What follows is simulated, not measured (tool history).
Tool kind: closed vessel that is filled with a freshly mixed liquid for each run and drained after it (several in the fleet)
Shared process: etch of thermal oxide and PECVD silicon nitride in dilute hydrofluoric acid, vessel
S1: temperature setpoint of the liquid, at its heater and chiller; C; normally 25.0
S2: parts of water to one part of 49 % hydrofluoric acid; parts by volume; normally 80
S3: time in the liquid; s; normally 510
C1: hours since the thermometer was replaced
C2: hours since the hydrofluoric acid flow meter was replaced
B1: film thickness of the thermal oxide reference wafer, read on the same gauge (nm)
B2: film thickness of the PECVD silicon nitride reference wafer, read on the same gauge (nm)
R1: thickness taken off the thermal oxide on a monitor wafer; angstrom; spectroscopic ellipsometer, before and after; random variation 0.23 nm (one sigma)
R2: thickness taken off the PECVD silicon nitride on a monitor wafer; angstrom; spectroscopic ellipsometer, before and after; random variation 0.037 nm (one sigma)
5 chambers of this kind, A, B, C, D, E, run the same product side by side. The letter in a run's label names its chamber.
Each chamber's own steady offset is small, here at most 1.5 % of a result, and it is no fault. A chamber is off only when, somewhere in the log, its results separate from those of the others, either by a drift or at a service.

| run | day | S1 | S2 | S3 | C1 | C2 | B1 | B2 | R1 | R2 |
|---|---|---|---|---|---|---|---|---|---|---|
| 1E | 0.504 | 25.0 | 80 | 510 | 2498.1 | 253.7 | 150.01 | 140.01 | 313.62 | 116.380 |
| 2B | 0.767 | 25.0 | 80 | 510 | 636.4 | 223.9 | 150.00 | 140.03 | 313.23 | 114.330 |
| 3C | 1.229 | 25.0 | 80 | 510 | 592.8 | 384.8 | 149.99 | 139.99 | 318.95 | 116.690 |
| 4A | 1.679 | 25.0 | 80 | 510 | 2077.1 | 611.4 | 150.02 | 140.01 | 319.87 | 114.920 |
| 5D | 2.008 | 26.5 | 80 | 250 | 378.4 | 744.2 | 150.02 | 139.99 | 167.78 | 62.988 |
| 6D | 2.396 | 26.5 | 80 | 250 | 387.7 | 753.5 | 149.95 | 140.01 | 164.55 | 62.566 |
| 7E | 2.942 | 26.5 | 80 | 250 | 2556.6 | 312.2 | 149.98 | 139.97 | 165.60 | 62.843 |
| 8B | 3.275 | 26.5 | 80 | 250 | 696.6 | 284.1 | 149.99 | 139.99 | 166.19 | 61.890 |
| 9A | 3.817 | 26.5 | 80 | 250 | 2128.4 | 662.7 | 149.99 | 140.01 | 165.54 | 62.246 |
|  | 4.162 | chamber B: thermometer replaced |
| 10C | 4.354 | 25.0 | 80 | 510 | 667.8 | 459.8 | 149.97 | 140.01 | 315.58 | 116.350 |
| 11C | 4.825 | 25.0 | 80 | 510 | 679.1 | 471.1 | 150.02 | 140.01 | 319.26 | 116.690 |
| 12A | 5.167 | 25.0 | 80 | 510 | 2160.8 | 695.1 | 149.98 | 140.01 | 318.35 | 116.000 |
| 13B | 5.442 | 25.0 | 80 | 510 | 30.8 | 336.1 | 149.99 | 140.00 | 314.68 | 114.350 |
| 14E | 5.775 | 25.0 | 80 | 510 | 2624.6 | 380.2 | 150.06 | 140.00 | 314.82 | 116.100 |
| 15D | 6.121 | 25.0 | 80 | 510 | 477.1 | 842.9 | 149.99 | 139.95 | 318.40 | 116.240 |
| 16D | 6.546 | 25.0 | 80 | 510 | 487.3 | 853.1 | 150.01 | 140.02 | 316.15 | 115.950 |
| 17C | 7.008 | 25.0 | 80 | 510 | 731.5 | 523.5 | 149.97 | 139.99 | 316.04 | 116.740 |
| 18E | 7.421 | 25.0 | 80 | 510 | 2664.1 | 419.7 | 150.04 | 139.99 | 317.67 | 115.990 |
| 19B | 7.779 | 25.0 | 70 | 510 | 86.9 | 392.2 | 150.01 | 140.00 | 366.97 | 130.990 |
| 20A | 8.117 | 25.0 | 70 | 510 | 2231.6 | 765.9 | 150.03 | 140.00 | 378.90 | 135.590 |
|  | 8.242 | chamber D: hydrofluoric acid flow meter replaced |
| 21E | 8.517 | 25.0 | 70 | 510 | 2690.4 | 446.0 | 149.98 | 140.01 | 363.27 | 133.350 |
| 22C | 8.858 | 25.0 | 70 | 510 | 775.9 | 567.9 | 149.99 | 140.01 | 363.04 | 133.410 |
| 23D | 9.267 | 25.0 | 70 | 510 | 552.6 | 24.6 | 149.96 | 139.99 | 371.94 | 132.620 |
| 24B | 9.717 | 25.0 | 80 | 510 | 133.4 | 438.7 | 150.01 | 140.01 | 318.10 | 114.720 |
| 25A | 10.092 | 25.0 | 120 | 510 | 2279.0 | 813.3 | 149.98 | 139.97 | 214.46 | 81.790 |
| 26B | 10.629 | 25.0 | 120 | 510 | 155.3 | 460.6 | 150.01 | 140.01 | 200.14 | 76.583 |
| 27A | 10.988 | 25.0 | 120 | 510 | 2300.5 | 834.8 | 150.01 | 140.01 | 216.81 | 82.044 |
| 28C | 11.542 | 25.0 | 120 | 510 | 840.3 | 632.3 | 149.99 | 140.00 | 202.69 | 77.958 |
| 29D | 12.092 | 25.0 | 120 | 510 | 620.4 | 92.4 | 149.98 | 140.02 | 202.96 | 77.531 |
| 30E | 12.608 | 25.0 | 80 | 510 | 2788.6 | 544.2 | 149.98 | 140.03 | 314.91 | 115.880 |

Is one chamber out of step, is the gauge drifting, or do the chambers differ by no more than their own small offsets? For an off chamber, give its letter and the likeliest cause.

It is chamber A that slowly wanders off from its peers.
Cause: hydrofluoric acid flow above the setpoint (%) = 8.57.

Chamber A could run next with any of the 4 candidate recipes listed below; each alters the usual settings, and their results appear as question marks. Which one brings its results back in line with what the other chambers deliver on the usual settings?
Allowed miss from the other chambers' usual-settings mean, per result, to count as in line: R1 8.10 angstrom; R2 1.300 angstrom
| 31A-1 | 13.008 | 24.5 | 75 | 535 |  |  |  |  | ? | ? |
| 31A-2 | 13.008 | 25.5 | 85 | 485 |  |  |  |  | ? | ? |
| 31A-3 | 13.008 | 26.0 | 90 | 465 |  |  |  |  | ? | ? |
| 31A-4 | 13.008 | 24.0 | 70 | 555 |  |  |  |  | ? | ? |

Average result of the remaining chambers running the usual settings: R1 317.65 angstrom; R2 115.900 angstrom
| run | R1 | R2 |
|---|---|---|
| 31A-1 | 383.90 | 135.060 |
| 31A-2 | 315.98 | 115.680 |
| 31A-3 | 290.05 | 108.260 |
| 31A-4 | 420.71 | 145.080 |
31A-2 is the one that brings the chamber's results back in line with the other chambers.
